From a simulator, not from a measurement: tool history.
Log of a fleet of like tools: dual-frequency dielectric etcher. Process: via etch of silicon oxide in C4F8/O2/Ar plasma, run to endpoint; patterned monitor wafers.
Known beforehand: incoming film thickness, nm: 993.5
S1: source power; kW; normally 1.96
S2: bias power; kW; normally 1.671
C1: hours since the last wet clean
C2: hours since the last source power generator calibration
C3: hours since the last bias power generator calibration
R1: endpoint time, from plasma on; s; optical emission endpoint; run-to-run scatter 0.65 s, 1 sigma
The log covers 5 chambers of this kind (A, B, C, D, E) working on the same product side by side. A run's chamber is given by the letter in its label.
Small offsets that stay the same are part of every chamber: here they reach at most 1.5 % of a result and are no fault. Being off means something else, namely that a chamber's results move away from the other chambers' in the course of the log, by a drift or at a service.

run 1D hour=8.7 | S1=1.96 S2=1.671 | C1=498.1 C2=1969.3 C3=2671 | R1=208.3
run 2C hour=13.9 | S1=1.96 S2=1.671 | C1=160.4 C2=3747 C3=3228.2 | R1=209.29
run 3E hour=18 | S1=1.96 S2=1.671 | C1=246 C2=3177.9 C3=1552 | R1=205.75
run 4A hour=24.9 | S1=1.96 S2=1.671 | C1=294 C2=1278.7 C3=439.7 | R1=208.65
run 5B hour=31.2 | S1=1.96 S2=1.671 | C1=350 C2=1429.8 C3=1671.5 | R1=208.58
run 6E hour=38.3 | S1=1.96 S2=1.671 | C1=266.3 C2=3198.2 C3=1572.3 | R1=204.76
-- hour=42.2 chamber D: wet clean of the chamber
run 7B hour=45 | S1=1.96 S2=1.671 | C1=363.8 C2=1443.6 C3=1685.3 | R1=207.12
run 8D hour=52 | S1=1.63 S2=2.077 | C1=9.8 C2=2012.6 C3=2714.3 | R1=209.43
run 9C hour=58.6 | S1=1.63 S2=2.077 | C1=205.1 C2=3791.7 C3=3272.9 | R1=212.28
run 10A hour=63.1 | S1=1.63 S2=2.077 | C1=332.2 C2=1316.9 C3=477.9 | R1=211.28
run 11C hour=69.3 | S1=1.63 S2=2.077 | C1=215.8 C2=3802.4 C3=3283.6 | R1=210.07
run 12B hour=73.3 | S1=1.63 S2=2.077 | C1=392.1 C2=1471.9 C3=1713.6 | R1=210.1
run 13E hour=80.1 | S1=1.96 S2=1.671 | C1=308.1 C2=3240 C3=1614.1 | R1=204.98
run 14A hour=87 | S1=1.96 S2=1.671 | C1=356.1 C2=1340.8 C3=501.8 | R1=208.98
run 15D hour=91.3 | S1=1.96 S2=1.671 | C1=49.1 C2=2051.9 C3=2753.6 | R1=207.16
-- hour=93.9 chamber E: wet clean of the chamber
run 16D hour=97.8 | S1=1.96 S2=1.904 | C1=55.6 C2=2058.4 C3=2760.1 | R1=202.03
run 17E hour=103.5 | S1=1.96 S2=1.904 | C1=9.7 C2=3263.4 C3=1637.5 | R1=192.8
run 18A hour=110 | S1=1.96 S2=1.904 | C1=379.1 C2=1363.8 C3=524.8 | R1=201.6
run 19C hour=115.2 | S1=1.96 S2=1.904 | C1=261.7 C2=3848.3 C3=3329.5 | R1=200.25
run 20B hour=123 | S1=1.96 S2=1.904 | C1=441.8 C2=1521.6 C3=1763.3 | R1=200.59
run 21A hour=130.6 | S1=1.96 S2=1.671 | C1=399.7 C2=1384.4 C3=545.4 | R1=208.07
run 22B hour=134.6 | S1=1.96 S2=1.671 | C1=453.4 C2=1533.2 C3=1774.9 | R1=207.21
run 23C hour=140.6 | S1=1.96 S2=1.671 | C1=287.1 C2=3873.7 C3=3354.9 | R1=208.99
run 24D hour=148.9 | S1=1.96 S2=1.671 | C1=106.7 C2=2109.5 C3=2811.2 | R1=207.31
run 25E hour=157.3 | S1=1.96 S2=1.671 | C1=63.5 C2=3317.2 C3=1691.3 | R1=200.68
run 26A hour=164.8 | S1=1.76 S2=1.386 | C1=433.9 C2=1418.6 C3=579.6 | R1=229.11
run 27E hour=170.2 | S1=1.76 S2=1.386 | C1=76.4 C2=3330.1 C3=1704.2 | R1=219.13
run 28D hour=178.8 | S1=1.76 S2=1.386 | C1=136.6 C2=2139.4 C3=2841.1 | R1=228.56
run 29B hour=184 | S1=1.76 S2=1.386 | C1=502.8 C2=1582.6 C3=1824.3 | R1=226.3
run 30C hour=192.1 | S1=1.76 S2=1.386 | C1=338.6 C2=3925.2 C3=3406.4 | R1=228.55
run 31B hour=196.3 | S1=1.96 S2=1.671 | C1=515.1 C2=1594.9 C3=1836.6 | R1=206.74

All 5 chambers run these settings next. Forecast each chamber's results:
run 32A hour=202.7 | S1=1.96 S2=1.671 | R1=?
run 32B hour=202.7 | S1=1.96 S2=1.671 | R1=?
run 32C hour=202.7 | S1=1.96 S2=1.671 | R1=?
run 32D hour=202.7 | S1=1.96 S2=1.671 | R1=?
run 32E hour=202.7 | S1=1.96 S2=1.671 | R1=?

run=32A R1=208.81
run=32B R1=206.95
run=32C R1=208.83
run=32D R1=206.84
run=32E R1=199.99
